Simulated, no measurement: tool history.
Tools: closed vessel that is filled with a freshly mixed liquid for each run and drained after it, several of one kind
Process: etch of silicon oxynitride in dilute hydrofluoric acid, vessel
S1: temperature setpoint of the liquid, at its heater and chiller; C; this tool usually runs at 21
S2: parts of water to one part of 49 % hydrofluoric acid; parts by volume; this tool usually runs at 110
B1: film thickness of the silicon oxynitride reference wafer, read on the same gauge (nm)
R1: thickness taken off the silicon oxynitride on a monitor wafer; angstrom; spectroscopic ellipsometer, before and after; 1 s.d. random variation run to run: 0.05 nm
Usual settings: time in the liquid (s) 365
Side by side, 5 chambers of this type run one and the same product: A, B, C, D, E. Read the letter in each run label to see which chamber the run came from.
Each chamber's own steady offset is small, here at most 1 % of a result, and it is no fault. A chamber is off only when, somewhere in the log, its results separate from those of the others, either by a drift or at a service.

run 1B day=0.208 | S1=21 S2=110 time_in_the_liquid_(s)=365 | B1=49.996 | R1=119.12
run 2D day=0.35 | S1=21 S2=110 time_in_the_liquid_(s)=365 | B1=50.006 | R1=118.88
run 3E day=0.562 | S1=21 S2=110 time_in_the_liquid_(s)=365 | B1=49.99 | R1=120.58
run 4A day=0.725 | S1=21 S2=110 time_in_the_liquid_(s)=365 | B1=50.041 | R1=117.36
run 5C day=0.904 | S1=21 S2=110 time_in_the_liquid_(s)=365 | B1=49.983 | R1=119.66
run 6A day=1.096 | S1=21 S2=110 time_in_the_liquid_(s)=365 | B1=50.018 | R1=117.63
run 7B day=1.288 | S1=21 S2=110 time_in_the_liquid_(s)=365 | B1=50.004 | R1=118.3
run 8C day=1.504 | S1=21 S2=110 time_in_the_liquid_(s)=365 | B1=50.029 | R1=119.12
run 9D day=1.7 | S1=21 S2=110 time_in_the_liquid_(s)=365 | B1=49.997 | R1=118.83
run 10E day=1.912 | S1=21 S2=110 time_in_the_liquid_(s)=365 | B1=49.951 | R1=121.03
run 11C day=2.058 | S1=21 S2=110 time_in_the_liquid_(s)=365 | B1=50.008 | R1=118.67
run 12A day=2.267 | S1=17 S2=110 time_in_the_liquid_(s)=365 | B1=49.98 | R1=96.997
run 13B day=2.383 | S1=17 S2=110 time_in_the_liquid_(s)=365 | B1=50.014 | R1=97.304
run 14E day=2.546 | S1=17 S2=110 time_in_the_liquid_(s)=365 | B1=50.002 | R1=99.253
run 15D day=2.675 | S1=17 S2=110 time_in_the_liquid_(s)=365 | B1=50.04 | R1=97.097
run 16D day=2.792 | S1=17 S2=110 time_in_the_liquid_(s)=365 | B1=50 | R1=97.807
run 17B day=2.983 | S1=21 S2=160 time_in_the_liquid_(s)=365 | B1=50.035 | R1=79.403
run 18C day=3.1 | S1=21 S2=160 time_in_the_liquid_(s)=365 | B1=49.969 | R1=78.789
run 19E day=3.304 | S1=21 S2=160 time_in_the_liquid_(s)=365 | B1=50.028 | R1=79.826
run 20A day=3.492 | S1=21 S2=160 time_in_the_liquid_(s)=365 | B1=50.031 | R1=78.016
run 21B day=3.683 | S1=21 S2=160 time_in_the_liquid_(s)=365 | B1=50.01 | R1=79.906
run 22C day=3.808 | S1=21 S2=110 time_in_the_liquid_(s)=365 | B1=50.01 | R1=118.08
run 23E day=4 | S1=21 S2=110 time_in_the_liquid_(s)=365 | B1=50.017 | R1=120.17
run 24A day=4.15 | S1=21 S2=110 time_in_the_liquid_(s)=365 | B1=50.004 | R1=118.43
run 25D day=4.283 | S1=21 S2=110 time_in_the_liquid_(s)=365 | B1=50.009 | R1=118.8
run 26E day=4.446 | S1=21 S2=110 time_in_the_liquid_(s)=365 | B1=49.972 | R1=120.08
run 27D day=4.662 | S1=21 S2=110 time_in_the_liquid_(s)=365 | B1=49.994 | R1=118.43
run 28C day=4.762 | S1=24.5 S2=110 time_in_the_liquid_(s)=250 | B1=49.975 | R1=96.273
run 29A day=4.9 | S1=24.5 S2=110 time_in_the_liquid_(s)=250 | B1=50.013 | R1=95.214
run 30B day=5.038 | S1=24.5 S2=110 time_in_the_liquid_(s)=250 | B1=50.004 | R1=99.318
run 31D day=5.167 | S1=24.5 S2=110 time_in_the_liquid_(s)=250 | B1=50.016 | R1=96.623
run 32B day=5.379 | S1=24.5 S2=110 time_in_the_liquid_(s)=250 | B1=49.981 | R1=99.791
run 33C day=5.504 | S1=21 S2=110 time_in_the_liquid_(s)=365 | B1=49.976 | R1=118.19
run 34E day=5.617 | S1=21 S2=110 time_in_the_liquid_(s)=365 | B1=49.972 | R1=119.96
run 35A day=5.788 | S1=21 S2=110 time_in_the_liquid_(s)=365 | B1=49.963 | R1=117.33
run 36C day=5.992 | S1=21 S2=110 time_in_the_liquid_(s)=365 | B1=50.012 | R1=118.45
run 37D day=6.129 | S1=21 S2=85 time_in_the_liquid_(s)=255 | B1=50.007 | R1=109.41
run 38A day=6.325 | S1=21 S2=85 time_in_the_liquid_(s)=255 | B1=49.994 | R1=108.6
run 39E day=6.454 | S1=21 S2=85 time_in_the_liquid_(s)=255 | B1=49.968 | R1=111.09
run 40B day=6.633 | S1=21 S2=85 time_in_the_liquid_(s)=255 | B1=50.002 | R1=114.43

Predict what each chamber gives when all 5 of them run the settings below next.
run 41A day=6.792 | S1=21 S2=90 time_in_the_liquid_(s)=365 | R1=?
run 41B day=6.792 | S1=21 S2=90 time_in_the_liquid_(s)=365 | R1=?
run 41C day=6.792 | S1=21 S2=90 time_in_the_liquid_(s)=365 | R1=?
run 41D day=6.792 | S1=21 S2=90 time_in_the_liquid_(s)=365 | R1=?
run 41E day=6.792 | S1=21 S2=90 time_in_the_liquid_(s)=365 | R1=?

run=41A R1=146.64
run=41B R1=155.57
run=41C R1=146.11
run=41D R1=148.03
run=41E R1=149.53

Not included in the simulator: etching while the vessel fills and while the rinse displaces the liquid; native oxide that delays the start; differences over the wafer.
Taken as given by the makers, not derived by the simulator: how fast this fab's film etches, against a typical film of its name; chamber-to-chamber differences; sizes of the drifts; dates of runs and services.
